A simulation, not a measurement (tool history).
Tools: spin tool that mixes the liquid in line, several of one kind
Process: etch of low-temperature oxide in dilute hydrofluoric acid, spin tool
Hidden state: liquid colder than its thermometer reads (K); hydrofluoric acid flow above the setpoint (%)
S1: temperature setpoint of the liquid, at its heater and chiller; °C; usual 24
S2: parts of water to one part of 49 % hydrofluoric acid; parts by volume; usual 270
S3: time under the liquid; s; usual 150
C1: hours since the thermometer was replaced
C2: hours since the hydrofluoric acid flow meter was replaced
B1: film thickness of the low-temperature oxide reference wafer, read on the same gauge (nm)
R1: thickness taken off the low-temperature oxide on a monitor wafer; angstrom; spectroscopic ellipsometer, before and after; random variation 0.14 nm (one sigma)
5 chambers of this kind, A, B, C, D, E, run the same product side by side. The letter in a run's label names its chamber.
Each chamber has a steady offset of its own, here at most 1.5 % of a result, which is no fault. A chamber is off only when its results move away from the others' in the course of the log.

Run 1B, day 0.254: usual settings; C1 554.9; C2 256.5; B1 119.99. Result: R1 149.53 angstrom.
Run 2C, day 0.658: usual settings; C1 164.2; C2 701.7; B1 119.99. Result: R1 152.22 angstrom.
Run 3E, day 1.158: usual settings; C1 256.2; C2 2395.8; B1 120. Result: R1 148.54 angstrom.
Run 4D, day 1.583: usual settings; C1 515.5; C2 1646.6; B1 120. Result: R1 146.3 angstrom.
Run 5A, day 2.054: usual settings; C1 1248.2; C2 1060.2; B1 120.02. Result: R1 150.34 angstrom.
Run 6D, day 2.308: usual settings; C1 532.9; C2 1664; B1 120. Result: R1 148.84 angstrom.
Run 7B, day 2.583: usual settings; C1 610.8; C2 312.4; B1 120. Result: R1 149.78 angstrom.
Run 8E, day 2.875: usual settings; C1 297.4; C2 2437; B1 119.99. Result: R1 148.3 angstrom.
Run 9C, day 3.325: usual settings; C1 228.2; C2 765.7; B1 120.01. Result: R1 149.78 angstrom.
Run 10A, day 3.65: usual settings but S1 28.5 °C, S2 185 parts by volume; C1 1286.5; C2 1098.5; B1 120. Result: R1 282.91 angstrom.
Run 11B, day 4.112: usual settings but S1 28.5 °C, S2 185 parts by volume; C1 647.5; C2 349.1; B1 119.99. Result: R1 280.65 angstrom.
Run 12E, day 4.517: usual settings but S1 28.5 °C, S2 185 parts by volume; C1 336.8; C2 2476.4; B1 120. Result: R1 281.95 angstrom.
Run 13D, day 5.012: usual settings but S1 28.5 °C, S2 185 parts by volume; C1 597.8; C2 1728.9; B1 119.99. Result: R1 275.03 angstrom.
Run 14A, day 5.296: usual settings but S1 28.5 °C, S2 185 parts by volume; C1 1326; C2 1138; B1 119.99. Result: R1 289.45 angstrom.
Run 15C, day 5.579: usual settings but S1 28 °C; C1 282.3; C2 819.8; B1 120.04. Result: R1 169.87 angstrom.
At day 5.812: chamber D: thermometer replaced.
Run 16B, day 6.046: usual settings but S1 28 °C; C1 693.9; C2 395.5; B1 120.02. Result: R1 171.83 angstrom.
At day 6.108: chamber E: hydrofluoric acid flow meter replaced.
Run 17D, day 6.383: usual settings but S1 28 °C; C1 13.8; C2 1761.8; B1 120.03. Result: R1 169.35 angstrom.
Run 18E, day 6.662: usual settings but S1 28 °C; C1 388.3; C2 13.4; B1 119.99. Result: R1 169.12 angstrom.
Run 19A, day 7.162: usual settings but S1 28 °C; C1 1370.8; C2 1182.8; B1 120.02. Result: R1 179.91 angstrom.
Run 20C, day 7.412: usual settings; C1 326.3; C2 863.8; B1 120.02. Result: R1 148.34 angstrom.
Run 21C, day 7.738: usual settings; C1 334.1; C2 871.6; B1 120.02. Result: R1 149.76 angstrom.
At day 7.838: chamber B: hydrofluoric acid flow meter replaced.
Run 22E, day 8.179: usual settings; C1 424.7; C2 49.8; B1 120. Result: R1 146.16 angstrom.
Run 23A, day 8.521: usual settings; C1 1403.4; C2 1215.4; B1 119.98. Result: R1 157.88 angstrom.
Run 24D, day 8.762: usual settings but S1 20 °C; C1 70.9; C2 1818.9; B1 119.99. Result: R1 131.1 angstrom.
Run 25B, day 9.029: usual settings but S1 20 °C; C1 765.5; C2 28.6; B1 120. Result: R1 128.45 angstrom.
Run 26C, day 9.458: usual settings but S1 20 °C; C1 375.4; C2 912.9; B1 120.02. Result: R1 128.75 angstrom.
Run 27A, day 9.929: usual settings but S1 20 °C; C1 1437.2; C2 1249.2; B1 120.02. Result: R1 137.73 angstrom.
At day 9.954: chamber D: hydrofluoric acid flow meter replaced.
Run 28E, day 10.338: usual settings but S1 20 °C; C1 476.5; C2 101.6; B1 120.01. Result: R1 129.09 angstrom.
Run 29B, day 10.567: usual settings but S1 25.5 °C, S3 95 s; C1 802.4; C2 65.5; B1 119.99. Result: R1 99.326 angstrom.
Run 30D, day 10.8: usual settings but S1 25.5 °C, S3 95 s; C1 119.8; C2 20.4; B1 119.99. Result: R1 98.434 angstrom.
Run 31D, day 11.15: usual settings but S1 25.5 °C, S3 95 s; C1 128.2; C2 28.8; B1 120. Result: R1 101.73 angstrom.

Is one chamber off against the others, does the gauge drift, or is nothing wrong? If a chamber is off, say which, and what the likeliest cause is.

Chamber A drifts away from the others.
Cause: hydrofluoric acid flow above the setpoint (%) = 5.92.
The log may not tell that from: liquid hotter than its thermometer reads (K).

Here are 4 candidates for chamber A's next run, each the usual settings with a change, their results left as question marks. Which one brings its results back in line with what the others give on the usual settings?
In line means no further than this from the other chambers' mean on the usual settings: R1 5 angstrom
Run 32A-1, day 11.508: usual settings but S2 275 parts by volume. Result: R1 ?.
Run 32A-2, day 11.508: usual settings but S2 260 parts by volume, S3 155 s. Result: R1 ?.
Run 32A-3, day 11.508: usual settings but S2 280 parts by volume, S3 145 s. Result: R1 ?.
Run 32A-4, day 11.508: usual settings but S3 155 s. Result: R1 ?.

The other chambers' mean on the usual settings: R1 148.47 angstrom
  run      R1
32A-1  157.43
32A-2  174.51
32A-3  148.77
32A-4  166.47
32A-3 brings the chamber back in line.

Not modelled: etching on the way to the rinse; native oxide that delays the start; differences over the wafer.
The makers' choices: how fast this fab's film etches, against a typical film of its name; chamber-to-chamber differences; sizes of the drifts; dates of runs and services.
